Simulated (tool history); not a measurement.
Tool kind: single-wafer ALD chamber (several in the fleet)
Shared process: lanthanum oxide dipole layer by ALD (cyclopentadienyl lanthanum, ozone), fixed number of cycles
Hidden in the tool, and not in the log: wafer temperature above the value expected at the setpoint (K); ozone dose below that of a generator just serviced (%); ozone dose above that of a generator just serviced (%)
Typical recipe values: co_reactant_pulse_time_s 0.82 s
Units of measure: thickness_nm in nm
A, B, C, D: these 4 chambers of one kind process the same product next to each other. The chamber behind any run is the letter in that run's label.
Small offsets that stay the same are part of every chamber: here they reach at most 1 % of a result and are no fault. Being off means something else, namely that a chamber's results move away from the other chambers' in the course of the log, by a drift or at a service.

run	day	co_reactant_pulse_time_s	hours since the last thermocouple change	hours since the last ozone generator service	read-back reference wafer on the same gauge, thickness_nm	thickness_nm
1D	0.162	0.82	156.8	1018.2	0.53798	0.46692
2A	0.292	0.82	576.6	463	0.53808	0.4625
3C	0.475	0.82	325.9	293.1	0.53829	0.46425
4B	0.658	0.82	1933.4	391.2	0.5384	0.46693
5A	0.779	0.82	588.3	474.7	0.53844	0.46241
6B	0.942	0.82	1940.2	398	0.53838	0.46687
7D	1.129	0.82	180	1041.4	0.53873	0.46768
8C	1.233	0.82	344.1	311.3	0.53866	0.4644
9C	1.421	0.82	348.6	315.8	0.53863	0.46408
10A	1.567	0.56	607.2	493.6	0.53869	0.38532
11B	1.658	0.56	1957.4	415.2	0.53884	0.38873
12D	1.792	0.56	195.9	1057.3	0.539	0.39118
13D	1.971	0.56	200.2	1061.6	0.53922	0.39208
14B	2.088	0.82	1967.7	425.5	0.53912	0.4668
15C	2.242	1.09	368.3	335.5	0.53904	0.51184
16A	2.338	1.09	625.7	512.1	0.53921	0.51048
17B	2.433	1.09	1976	433.8	0.53937	0.51517
18A	2.538	1.09	630.5	516.9	0.53935	0.51084
19D	2.688	0.82	217.4	1078.8	0.53956	0.4682
20C	2.862	0.82	383.2	350.4	0.53932	0.46569
21A	2.958	0.52	640.6	527	0.53963	0.36966
22C	3.096	0.52	388.8	356	0.53975	0.37329
23B	3.225	0.52	1995	452.8	0.53959	0.37337
24D	3.379	0.52	234	1095.4	0.53998	0.37787
25B	3.504	0.56	2001.7	459.5	0.53989	0.39028
26D	3.588	0.56	239	1100.4	0.53988	0.39225
27A	3.762	0.56	659.9	546.3	0.53995	0.38648
28C	3.858	0.56	407.1	374.3	0.53999	0.38977
29C	3.962	0.82	409.6	376.8	0.54013	0.46541
30D	4.1	0.82	251.3	1112.7	0.54014	0.46893
31A	4.279	0.82	672.3	558.7	0.54033	0.46352
32B	4.454	0.82	2024.5	482.3	0.5404	0.46768
33A	4.546	0.82	678.7	565.1	0.54038	0.46433

The same settings go to every chamber for the next run, one line per chamber below. Forecast the results for each:
34A	4.683	0.57				?
34B	4.683	0.57				?
34C	4.683	0.57				?
34D	4.683	0.57				?

run	thickness_nm
34A	0.39091
34B	0.39383
34C	0.39315
34D	0.39728
